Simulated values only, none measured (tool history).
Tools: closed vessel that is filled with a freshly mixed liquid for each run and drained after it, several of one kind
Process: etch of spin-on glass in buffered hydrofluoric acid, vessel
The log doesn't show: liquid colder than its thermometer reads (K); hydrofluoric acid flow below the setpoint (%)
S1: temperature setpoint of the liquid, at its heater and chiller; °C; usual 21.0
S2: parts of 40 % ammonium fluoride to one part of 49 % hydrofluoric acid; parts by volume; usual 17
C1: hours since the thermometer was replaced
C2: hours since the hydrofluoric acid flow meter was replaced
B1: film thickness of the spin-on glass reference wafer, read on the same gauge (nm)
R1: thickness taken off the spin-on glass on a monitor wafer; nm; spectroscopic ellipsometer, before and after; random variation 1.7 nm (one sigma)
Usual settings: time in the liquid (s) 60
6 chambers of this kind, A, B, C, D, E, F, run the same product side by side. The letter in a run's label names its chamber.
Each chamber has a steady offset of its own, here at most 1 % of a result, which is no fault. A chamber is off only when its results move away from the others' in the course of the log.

At hour 2.9: chamber A: thermometer replaced.
Run 1B, hour 7.4: usual settings; C1 1069.1; C2 467.1; B1 69.992. Result: R1 179.880 nm.
Run 2F, hour 14.7: usual settings; C1 1589.7; C2 1802.7; B1 70.023. Result: R1 176.850 nm.
Run 3A, hour 20.5: usual settings; C1 17.7; C2 995.3; B1 70.018. Result: R1 175.670 nm.
Run 4C, hour 29.3: usual settings; C1 50.1; C2 255.7; B1 69.984. Result: R1 178.570 nm.
Run 5D, hour 37.3: usual settings but S1 17.5 °C, S2 11 parts by volume; C1 437.1; C2 109.7; B1 70.023. Result: R1 226.640 nm.
Run 6E, hour 43.9: usual settings but S1 17.5 °C, S2 11 parts by volume; C1 477.9; C2 819.9; B1 69.998. Result: R1 223.470 nm.
Run 7D, hour 54.0: usual settings but S1 17.5 °C, S2 11 parts by volume; C1 453.8; C2 126.4; B1 69.998. Result: R1 224.990 nm.
Run 8C, hour 62.4: usual settings but S1 17.5 °C, S2 11 parts by volume; C1 83.2; C2 288.8; B1 69.985. Result: R1 226.030 nm.
Run 9A, hour 69.7: usual settings but S1 17.5 °C, S2 11 parts by volume; C1 66.9; C2 1044.5; B1 69.995. Result: R1 222.010 nm.
Run 10E, hour 78.2: usual settings but S1 17.5 °C, S2 11 parts by volume; C1 512.2; C2 854.2; B1 70.001. Result: R1 227.110 nm.
At hour 87.2: chamber F: thermometer replaced.
Run 11B, hour 88.0: usual settings; C1 1149.7; C2 547.7; B1 70.004. Result: R1 180.570 nm.
Run 12F, hour 93.4: usual settings; C1 6.2; C2 1881.4; B1 69.973. Result: R1 180.240 nm.
Run 13C, hour 100.6: usual settings; C1 121.4; C2 327.0; B1 69.990. Result: R1 181.720 nm.
Run 14B, hour 108.0: usual settings; C1 1169.7; C2 567.7; B1 70.026. Result: R1 181.750 nm.
Run 15D, hour 116.8: usual settings; C1 516.6; C2 189.2; B1 69.994. Result: R1 178.530 nm.
Run 16A, hour 121.4: usual settings; C1 118.6; C2 1096.2; B1 70.030. Result: R1 178.880 nm.
Run 17E, hour 128.6: usual settings; C1 562.6; C2 904.6; B1 69.986. Result: R1 176.800 nm.
Run 18F, hour 137.7: usual settings; C1 50.5; C2 1925.7; B1 69.995. Result: R1 181.630 nm.
Run 19B, hour 143.6: usual settings; C1 1205.3; C2 603.3; B1 70.027. Result: R1 178.930 nm.
Run 20F, hour 151.7: usual settings; C1 64.5; C2 1939.7; B1 69.993. Result: R1 179.990 nm.
Run 21C, hour 162.0: usual settings; C1 182.8; C2 388.4; B1 69.992. Result: R1 181.610 nm.
Run 22D, hour 170.2: usual settings; C1 570.0; C2 242.6; B1 70.003. Result: R1 179.100 nm.
Run 23A, hour 179.6: usual settings; C1 176.8; C2 1154.4; B1 70.010. Result: R1 177.240 nm.
Run 24E, hour 184.2: usual settings but S1 19.0 °C, time in the liquid (s) 30; C1 618.2; C2 960.2; B1 70.019. Result: R1 80.659 nm.
Run 25C, hour 189.9: usual settings but S1 19.0 °C, time in the liquid (s) 30; C1 210.7; C2 416.3; B1 69.993. Result: R1 81.201 nm.
Run 26F, hour 194.7: usual settings but S1 19.0 °C, time in the liquid (s) 30; C1 107.5; C2 1982.7; B1 69.989. Result: R1 80.877 nm.
Run 27D, hour 201.4: usual settings but S1 19.0 °C, time in the liquid (s) 30; C1 601.2; C2 273.8; B1 70.017. Result: R1 80.224 nm.
Run 28E, hour 211.1: usual settings but S1 19.0 °C, time in the liquid (s) 30; C1 645.1; C2 987.1; B1 69.993. Result: R1 79.043 nm.
Run 29B, hour 220.4: usual settings but S1 19.0 °C, time in the liquid (s) 30; C1 1282.1; C2 680.1; B1 70.032. Result: R1 81.189 nm.
Run 30A, hour 230.4: usual settings; C1 227.6; C2 1205.2; B1 70.010. Result: R1 174.080 nm.
Run 31B, hour 235.0: usual settings; C1 1296.7; C2 694.7; B1 70.012. Result: R1 178.180 nm.
Run 32A, hour 245.4: usual settings but S1 25.5 °C, time in the liquid (s) 80; C1 242.6; C2 1220.2; B1 69.993. Result: R1 299.490 nm.
Run 33F, hour 255.4: usual settings but S1 25.5 °C, time in the liquid (s) 80; C1 168.2; C2 2043.4; B1 69.980. Result: R1 303.730 nm.
Run 34C, hour 263.8: usual settings but S1 25.5 °C, time in the liquid (s) 80; C1 284.6; C2 490.2; B1 70.023. Result: R1 309.700 nm.
Run 35D, hour 271.8: usual settings but S1 25.5 °C, time in the liquid (s) 80; C1 671.6; C2 344.2; B1 70.012. Result: R1 306.360 nm.
At hour 274.8: chamber E: hydrofluoric acid flow meter replaced.
Run 36E, hour 278.0: usual settings but S1 25.5 °C, time in the liquid (s) 80; C1 712.0; C2 3.3; B1 70.008. Result: R1 309.210 nm.
Run 37E, hour 283.2: usual settings but S1 25.5 °C, time in the liquid (s) 80; C1 717.2; C2 8.5; B1 70.005. Result: R1 306.000 nm.
Run 38D, hour 289.0: usual settings but S1 19.5 °C, time in the liquid (s) 90; C1 688.8; C2 361.4; B1 69.981. Result: R1 245.210 nm.
Run 39C, hour 296.8: usual settings but S1 19.5 °C, time in the liquid (s) 90; C1 317.6; C2 523.2; B1 69.978. Result: R1 248.780 nm.
Run 40F, hour 302.3: usual settings but S1 19.5 °C, time in the liquid (s) 90; C1 215.1; C2 2090.3; B1 69.989. Result: R1 244.100 nm.
Run 41B, hour 307.8: usual settings but S1 19.5 °C, time in the liquid (s) 90; C1 1369.5; C2 767.5; B1 69.999. Result: R1 246.830 nm.
Run 42A, hour 314.0: usual settings but S1 19.5 °C, time in the liquid (s) 90; C1 311.2; C2 1288.8; B1 69.994. Result: R1 250.900 nm.
Run 43F, hour 319.0: usual settings but S1 19.5 °C, time in the liquid (s) 90; C1 231.8; C2 2107.0; B1 70.003. Result: R1 249.200 nm.
Run 44B, hour 325.9: usual settings; C1 1387.6; C2 785.6; B1 69.980. Result: R1 180.230 nm.

Next, every chamber runs the same settings. What will each give?
Run 45A, hour 333.3: usual settings but S1 24.0 °C. Result: R1 ?.
Run 45B, hour 333.3: usual settings but S1 24.0 °C. Result: R1 ?.
Run 45C, hour 333.3: usual settings but S1 24.0 °C. Result: R1 ?.
Run 45D, hour 333.3: usual settings but S1 24.0 °C. Result: R1 ?.
Run 45E, hour 333.3: usual settings but S1 24.0 °C. Result: R1 ?.
Run 45F, hour 333.3: usual settings but S1 24.0 °C. Result: R1 ?.

run       R1
45A  208.490
45B  211.060
45C  215.220
45D  210.660
45E  208.900
45F  213.510
